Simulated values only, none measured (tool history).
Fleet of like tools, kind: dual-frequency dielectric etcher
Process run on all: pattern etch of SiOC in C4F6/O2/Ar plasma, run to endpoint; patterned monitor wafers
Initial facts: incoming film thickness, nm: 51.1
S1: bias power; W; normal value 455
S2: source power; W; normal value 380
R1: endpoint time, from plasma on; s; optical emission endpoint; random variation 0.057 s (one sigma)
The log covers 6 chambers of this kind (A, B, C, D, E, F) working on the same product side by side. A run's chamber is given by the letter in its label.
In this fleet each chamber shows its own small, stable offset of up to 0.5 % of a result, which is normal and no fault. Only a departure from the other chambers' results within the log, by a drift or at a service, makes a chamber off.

run	hour	S1	S2	R1
1C	3.8	455	380	18.094
2A	7.1	455	380	18.103
3D	12.3	455	380	18.102
4E	16.2	455	380	18.142
5F	20.2	455	380	18.118
6B	26.5	455	380	18.286
7E	31.9	455	380	18.075
8C	37.4	455	380	18.079
9A	42.2	363	300	21.496
10D	47.6	363	300	21.435
11B	52	363	300	21.67
12F	56.6	363	300	21.378
13A	60.6	363	300	21.51
14B	65.8	363	300	21.728
15E	69.8	455	380	18.26
16F	75.8	455	380	18.09
17D	81.6	455	380	18.226
18C	84.9	455	380	18.178
19F	88.6	455	460	16.773
20D	94.8	455	460	16.988
21C	99.1	455	460	16.931
22B	105.8	455	460	16.999
23E	111.2	455	460	17.17
24A	115.8	455	460	16.811
25F	120.9	455	380	18.108
26E	127.1	455	380	18.565
27C	131	455	460	16.967
28D	136.2	455	460	16.944
29A	142.6	455	460	16.852
30B	146.9	455	460	16.97
31E	150.5	455	460	17.352
32C	156.1	455	460	16.897
33B	159.4	455	380	18.192
34D	164.2	455	380	18.17
35A	167.9	455	380	18.072
36F	172.8	524	420	16.605

Has any chamber moved away from the others, gradually or after a service, or does the common gauge drift, or do the chambers differ only by their own small steady offsets? State the chamber and the most likely cause if one applies.

Chamber E drifts away from the others.
What lies behind it: etch rate under this chamber's usual, % = 3.52.

Chamber E could run next with any of the 4 candidate recipes listed below; each alters the usual settings, and their results appear as question marks. Which one brings its results back in line with what the other chambers deliver on the usual settings?
To be in line, a result may differ from the other chambers' mean on the usual settings by at most: R1 0.2 s
37E-1	177.6	449	370	?
37E-2	177.6	435	360	?
37E-3	177.6	496	380	?
37E-4	177.6	455	390	?

What the other chambers average on the usual settings: R1 18.139 s
run	R1
37E-1	19.037
37E-2	19.456
37E-3	18.168
37E-4	18.581
It is 37E-3 that realigns the chamber with its peers.

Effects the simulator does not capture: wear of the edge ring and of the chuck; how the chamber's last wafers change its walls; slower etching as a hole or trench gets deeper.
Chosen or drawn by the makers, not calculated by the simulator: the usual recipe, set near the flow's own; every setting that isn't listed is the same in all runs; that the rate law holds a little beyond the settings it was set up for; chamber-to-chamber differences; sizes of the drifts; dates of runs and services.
